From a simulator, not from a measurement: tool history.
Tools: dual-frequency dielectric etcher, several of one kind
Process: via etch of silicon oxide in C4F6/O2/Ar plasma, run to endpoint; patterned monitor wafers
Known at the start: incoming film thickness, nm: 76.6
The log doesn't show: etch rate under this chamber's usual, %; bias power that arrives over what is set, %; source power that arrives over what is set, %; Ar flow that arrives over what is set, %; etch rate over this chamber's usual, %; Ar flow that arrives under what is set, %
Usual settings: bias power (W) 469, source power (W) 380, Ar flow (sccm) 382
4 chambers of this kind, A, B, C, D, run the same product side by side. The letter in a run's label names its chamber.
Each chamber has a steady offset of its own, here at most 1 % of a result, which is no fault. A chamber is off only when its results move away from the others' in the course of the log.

run,hour,bias power (W),source power (W),Ar flow (sccm),hours since the last wet clean,hours since the last bias power generator calibration,hours since the last source power generator calibration,hours since the last Ar flow controller change,endpoint time (s)
1C,8.2,469,380,382,385.5,677.1,2302.4,5069.6,18.201
2A,15.1,469,380,382,191.8,3015.7,1363.0,957.8,18.072
3B,21.1,469,380,382,360.8,3927.8,646.3,1192.3,17.880
4D,30.1,469,380,382,414.1,2967.8,3063.3,3072.7,18.170
5C,34.9,469,380,382,412.2,703.8,2329.1,5096.3,18.185
# hour 38.1: chamber C: wet clean of the chamber
6D,44.6,469,380,382,428.6,2982.3,3077.8,3087.2,18.167
7A,50.5,469,380,382,227.2,3051.1,1398.4,993.2,18.102
8B,57.7,523,380,412,397.4,3964.4,682.9,1228.9,17.430
9C,67.6,523,380,412,29.6,736.5,2361.8,5129.0,17.585
10A,78.0,523,380,412,254.7,3078.6,1425.9,1020.7,17.397
11B,83.3,523,380,412,423.0,3990.0,708.5,1254.5,17.516
12D,90.8,469,380,382,474.8,3028.5,3124.0,3133.4,18.197
# hour 91.3: chamber B: wet clean of the chamber
13A,97.9,469,380,473,274.6,3098.5,1445.8,1040.6,18.629
14D,102.7,469,380,473,486.7,3040.4,3135.9,3145.3,18.617
15B,111.1,469,380,473,19.9,4017.8,736.3,1282.3,18.431
# hour 113.1: chamber D: wet clean of the chamber
16C,118.7,469,380,473,80.7,787.6,2412.9,5180.1,18.587
17C,128.8,469,380,382,90.8,797.7,2423.0,5190.2,18.165
18A,138.9,469,380,382,315.6,3139.5,1486.8,1081.6,18.320
19D,147.3,469,380,382,34.2,3085.0,3180.5,3189.9,18.260
20B,155.2,469,380,382,64.0,4061.9,780.4,1326.4,17.983
21C,163.0,469,380,382,125.0,831.9,2457.2,5224.4,18.225
22A,168.5,469,380,382,345.2,3169.1,1516.4,1111.2,18.379
23D,174.2,469,380,382,61.1,3111.9,3207.4,3216.8,18.262
# hour 174.8: chamber D: bias power generator calibrated
24B,182.5,469,380,382,91.3,4089.2,807.7,1353.7,18.011
25D,191.5,469,380,298,78.4,16.7,3224.7,3234.1,17.670
26C,200.0,469,380,298,162.0,868.9,2494.2,5261.4,17.647
27A,207.3,469,380,298,384.0,3207.9,1555.2,1150.0,17.921
28B,215.9,469,380,298,124.7,4122.6,841.1,1387.1,17.471
29B,223.6,469,380,382,132.4,4130.3,848.8,1394.8,17.903
30C,232.9,469,380,382,194.9,901.8,2527.1,5294.3,18.219
31A,243.0,520,470,382,419.7,3243.6,1590.9,1185.7,16.399
32D,253.3,520,470,382,140.2,78.5,3286.5,3295.9,16.186
33C,259.4,520,470,382,221.4,928.3,2553.6,5320.8,16.107
34D,268.8,520,470,382,155.7,94.0,3302.0,3311.4,16.148
35A,274.0,469,380,382,450.7,3274.6,1621.9,1216.7,18.735
36B,281.4,469,380,382,190.2,4188.1,906.6,1452.6,18.010
# hour 288.9: chamber D: source power generator calibrated
37D,289.8,469,380,382,176.7,115.0,0.9,3332.4,18.272
38A,296.5,469,340,317,473.2,3297.1,1644.4,1239.2,18.875
39C,302.3,469,340,317,264.3,971.2,2596.5,5363.7,18.558
40B,310.4,469,340,317,219.2,4217.1,935.6,1481.6,18.465
41A,318.9,469,340,317,495.6,3319.5,1666.8,1261.6,19.034
42B,325.2,469,380,382,234.0,4231.9,950.4,1496.4,18.110

What goes on in this fleet: one chamber off, a drifting gauge, or nothing beyond the chambers' own small offsets? Name the chamber and the cause, if any.

Chamber A drifts away from the others.
Cause: etch rate under this chamber's usual, % = 3.74.

Here are 4 candidates for chamber A's next run, each the usual settings with a change, their results left as question marks. Which one brings its results back in line with what the others give on the usual settings?
In line means no further than this from the other chambers' mean on the usual settings: endpoint time (s) 0.250
43A-1,332.8,469,370,382,,,,,?
43A-2,332.8,506,380,373,,,,,?
43A-3,332.8,449,360,382,,,,,?
43A-4,332.8,469,390,380,,,,,?

The other chambers' mean on the usual settings: endpoint time (s) 18.124
run,endpoint time (s)
43A-1,18.945
43A-2,18.189
43A-3,19.447
43A-4,18.574
43A-2 brings the chamber back in line.
